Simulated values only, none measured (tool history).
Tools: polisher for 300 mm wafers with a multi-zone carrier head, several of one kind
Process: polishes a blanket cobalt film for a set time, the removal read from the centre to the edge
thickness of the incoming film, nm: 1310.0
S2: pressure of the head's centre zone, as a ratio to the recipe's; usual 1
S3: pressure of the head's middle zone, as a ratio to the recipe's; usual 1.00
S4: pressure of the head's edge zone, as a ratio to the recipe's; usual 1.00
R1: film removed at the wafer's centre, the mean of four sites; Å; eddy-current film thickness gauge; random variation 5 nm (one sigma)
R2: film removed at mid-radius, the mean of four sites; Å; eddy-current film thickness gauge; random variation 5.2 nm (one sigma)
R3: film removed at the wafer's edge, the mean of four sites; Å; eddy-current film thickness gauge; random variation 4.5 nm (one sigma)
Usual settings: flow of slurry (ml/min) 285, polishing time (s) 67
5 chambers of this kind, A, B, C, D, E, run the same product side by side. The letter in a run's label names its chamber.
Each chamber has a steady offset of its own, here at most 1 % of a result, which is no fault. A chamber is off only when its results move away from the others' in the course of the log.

Run 1E, hour 7.7: usual settings. Result: R1 3893.4 Å, R2 3879.7 Å, R3 3897.1 Å.
At hour 8.2: chamber B: worn pad replaced by a new one.
Run 2B, hour 15.6: usual settings. Result: R1 3876.4 Å, R2 3905.5 Å, R3 3911.9 Å.
Run 3A, hour 23.2: usual settings. Result: R1 3809.7 Å, R2 4010.5 Å, R3 3825.7 Å.
At hour 26.5: chamber A: centre zone pressure recalibrated.
Run 4D, hour 35.8: usual settings. Result: R1 3926.8 Å, R2 3808.0 Å, R3 3842.3 Å.
Run 5C, hour 41.9: usual settings but flow of slurry (ml/min) 190. Result: R1 3637.3 Å, R2 3712.5 Å, R3 3789.0 Å.
Run 6C, hour 53.5: usual settings but flow of slurry (ml/min) 190. Result: R1 3601.1 Å, R2 3756.7 Å, R3 3714.3 Å.
At hour 53.6: chamber D: worn pad replaced by a new one.
At hour 54.0: chamber E: worn pad replaced by a new one.
At hour 56.7: chamber A: worn pad replaced by a new one.
At hour 57.6: chamber C: edge zone pressure recalibrated.
At hour 57.7: chamber C: worn pad replaced by a new one.
At hour 57.9: chamber E: centre zone pressure recalibrated.
Run 7E, hour 63.9: usual settings but flow of slurry (ml/min) 190. Result: R1 3822.9 Å, R2 3670.1 Å, R3 3748.3 Å.
Run 8A, hour 71.8: usual settings but flow of slurry (ml/min) 190. Result: R1 3679.2 Å, R2 3824.8 Å, R3 3752.1 Å.
Run 9B, hour 83.2: usual settings but flow of slurry (ml/min) 190. Result: R1 3703.7 Å, R2 3680.8 Å, R3 3765.3 Å.
At hour 93.0: chamber B: worn pad replaced by a new one.
Run 10D, hour 95.7: usual settings but S3 1.06, S4 1.11. Result: R1 3775.3 Å, R2 4131.3 Å, R3 3992.0 Å.
At hour 96.3: chamber A: slurry nozzle cleaned.
Run 11B, hour 108.3: usual settings but S3 1.06, S4 1.11. Result: R1 3804.8 Å, R2 4241.2 Å, R3 4115.4 Å.
Run 12D, hour 119.3: usual settings but S3 1.06, S4 1.11. Result: R1 3864.2 Å, R2 4149.4 Å, R3 4135.1 Å.
At hour 125.4: chamber E: worn pad replaced by a new one.
At hour 127.4: chamber A: worn pad replaced by a new one.
At hour 130.1: chamber D: worn pad replaced by a new one.
Run 13C, hour 130.8: usual settings but S3 1.06, S4 1.11. Result: R1 3838.8 Å, R2 4085.0 Å, R3 4190.8 Å.
At hour 131.0: chamber C: worn pad replaced by a new one.
Run 14A, hour 139.4: usual settings but S3 1.06, S4 1.11. Result: R1 3877.2 Å, R2 4210.5 Å, R3 4094.3 Å.
At hour 145.8: chamber B: edge zone pressure recalibrated.
Run 15E, hour 147.5: usual settings. Result: R1 3963.7 Å, R2 3858.1 Å, R3 3919.7 Å.
At hour 159.3: chamber B: worn pad replaced by a new one.
Run 16E, hour 160.3: usual settings. Result: R1 3963.8 Å, R2 3829.6 Å, R3 3871.2 Å.
Run 17B, hour 169.2: usual settings. Result: R1 3909.6 Å, R2 3802.3 Å, R3 3907.9 Å.
Run 18D, hour 177.7: usual settings. Result: R1 3863.3 Å, R2 3854.7 Å, R3 3894.1 Å.
Run 19A, hour 184.6: usual settings. Result: R1 3927.8 Å, R2 4008.8 Å, R3 3869.2 Å.
At hour 189.7: chamber E: worn pad replaced by a new one.
Run 20C, hour 194.5: usual settings. Result: R1 3820.0 Å, R2 3965.1 Å, R3 3864.2 Å.
At hour 195.8: chamber D: centre zone pressure recalibrated.
At hour 202.3: chamber A: worn pad replaced by a new one.
Run 21B, hour 204.2: usual settings. Result: R1 3905.3 Å, R2 3798.7 Å, R3 3968.0 Å.
At hour 211.7: chamber D: worn pad replaced by a new one.
Run 22D, hour 211.9: usual settings but S4 1.04. Result: R1 3445.8 Å, R2 3869.1 Å, R3 3983.1 Å.
At hour 214.7: chamber C: worn pad replaced by a new one.
Run 23E, hour 220.0: usual settings but S4 1.04. Result: R1 3968.4 Å, R2 3868.6 Å, R3 3951.3 Å.
Run 24C, hour 232.3: usual settings but S4 1.04. Result: R1 3863.8 Å, R2 3930.8 Å, R3 3971.8 Å.
Run 25A, hour 244.9: usual settings but S4 1.04. Result: R1 3854.5 Å, R2 3952.9 Å, R3 3959.7 Å.
At hour 245.5: chamber B: worn pad replaced by a new one.
Run 26A, hour 252.0: usual settings but S4 1.04. Result: R1 3869.3 Å, R2 3913.1 Å, R3 3896.9 Å.
Run 27D, hour 263.3: usual settings but S3 1.07. Result: R1 3452.2 Å, R2 4042.9 Å, R3 3754.6 Å.
At hour 270.8: chamber E: worn pad replaced by a new one.
Run 28E, hour 275.1: usual settings but S3 1.07. Result: R1 3948.9 Å, R2 4105.7 Å, R3 3856.3 Å.
At hour 280.9: chamber A: worn pad replaced by a new one.
At hour 281.9: chamber C: worn pad replaced by a new one.
Run 29B, hour 285.7: usual settings but S3 1.07. Result: R1 3882.4 Å, R2 4165.6 Å, R3 3935.4 Å.
Run 30C, hour 293.0: usual settings but S3 1.07. Result: R1 3920.8 Å, R2 4209.3 Å, R3 3876.0 Å.
At hour 294.0: chamber D: worn pad replaced by a new one.
At hour 297.5: chamber E: edge zone pressure recalibrated.
Run 31D, hour 301.6: usual settings but S3 1.07. Result: R1 3353.3 Å, R2 4097.0 Å, R3 3844.4 Å.
Run 32B, hour 313.6: usual settings but polishing time (s) 89. Result: R1 5185.1 Å, R2 5148.3 Å, R3 5126.7 Å.
At hour 316.1: chamber B: worn pad replaced by a new one.
At hour 320.2: chamber A: centre zone pressure recalibrated.
Run 33E, hour 325.6: usual settings but polishing time (s) 89. Result: R1 5338.2 Å, R2 5234.4 Å, R3 5198.8 Å.
At hour 337.5: chamber E: worn pad replaced by a new one.
Run 34A, hour 337.5: usual settings but polishing time (s) 89. Result: R1 5234.6 Å, R2 5241.0 Å, R3 5112.7 Å.
Run 35C, hour 345.8: usual settings but polishing time (s) 89. Result: R1 5166.7 Å, R2 5171.3 Å, R3 5106.6 Å.
At hour 349.0: chamber A: worn pad replaced by a new one.
At hour 353.4: chamber B: slurry nozzle cleaned.
Run 36E, hour 353.7: usual settings but polishing time (s) 89. Result: R1 5178.4 Å, R2 5202.7 Å, R3 5228.2 Å.
Run 37D, hour 361.0: usual settings but S4 1.07, polishing time (s) 89. Result: R1 4564.5 Å, R2 5141.3 Å, R3 5251.8 Å.
Run 38A, hour 367.8: usual settings but S4 1.07, polishing time (s) 89. Result: R1 5063.2 Å, R2 5184.9 Å, R3 5330.6 Å.
Run 39B, hour 375.5: usual settings but S4 1.07, polishing time (s) 89. Result: R1 5241.7 Å, R2 5235.1 Å, R3 5275.0 Å.

What goes on in this fleet: one chamber off, a drifting gauge, or nothing beyond the chambers' own small offsets? Name the chamber and the cause, if any.

A service left chamber D off against the others.
Cause: centre zone's pressure below its setpoint, % = 10.8.

Here are 4 candidates for chamber D's next run, each the usual settings with a change, their results left as question marks. Which one brings its results back in line with what the others give on the usual settings?
In line means no further than this from the other chambers' mean on the usual settings: R1 180.0 Å; R2 180.0 Å; R3 160.0 Å
Run 40D-1, hour 384.7: usual settings but flow of slurry (ml/min) 280, S2 0.96, S3 1.01, S4 1.01, polishing time (s) 66. Result: R1 ?, R2 ?, R3 ?.
Run 40D-2, hour 384.7: usual settings but flow of slurry (ml/min) 280, S2 0.90, S3 1.02, S4 1.03, polishing time (s) 65. Result: R1 ?, R2 ?, R3 ?.
Run 40D-3, hour 384.7: usual settings but flow of slurry (ml/min) 290, S2 1.04, S3 0.99, S4 0.99, polishing time (s) 68. Result: R1 ?, R2 ?, R3 ?.
Run 40D-4, hour 384.7: usual settings but flow of slurry (ml/min) 290, S2 1.10, S3 0.98, S4 0.97, polishing time (s) 69. Result: R1 ?, R2 ?, R3 ?.

The other chambers' mean on the usual settings: R1 3900.4 Å; R2 3905.3 Å; R3 3890.2 Å
  run      R1      R2      R3
40D-1  3207.6  3864.9  3798.0
40D-2  2939.3  3842.2  3779.5
40D-3  3625.1  3921.9  3883.3
40D-4  3912.4  3941.5  3898.7
40D-4 brings the chamber back in line.

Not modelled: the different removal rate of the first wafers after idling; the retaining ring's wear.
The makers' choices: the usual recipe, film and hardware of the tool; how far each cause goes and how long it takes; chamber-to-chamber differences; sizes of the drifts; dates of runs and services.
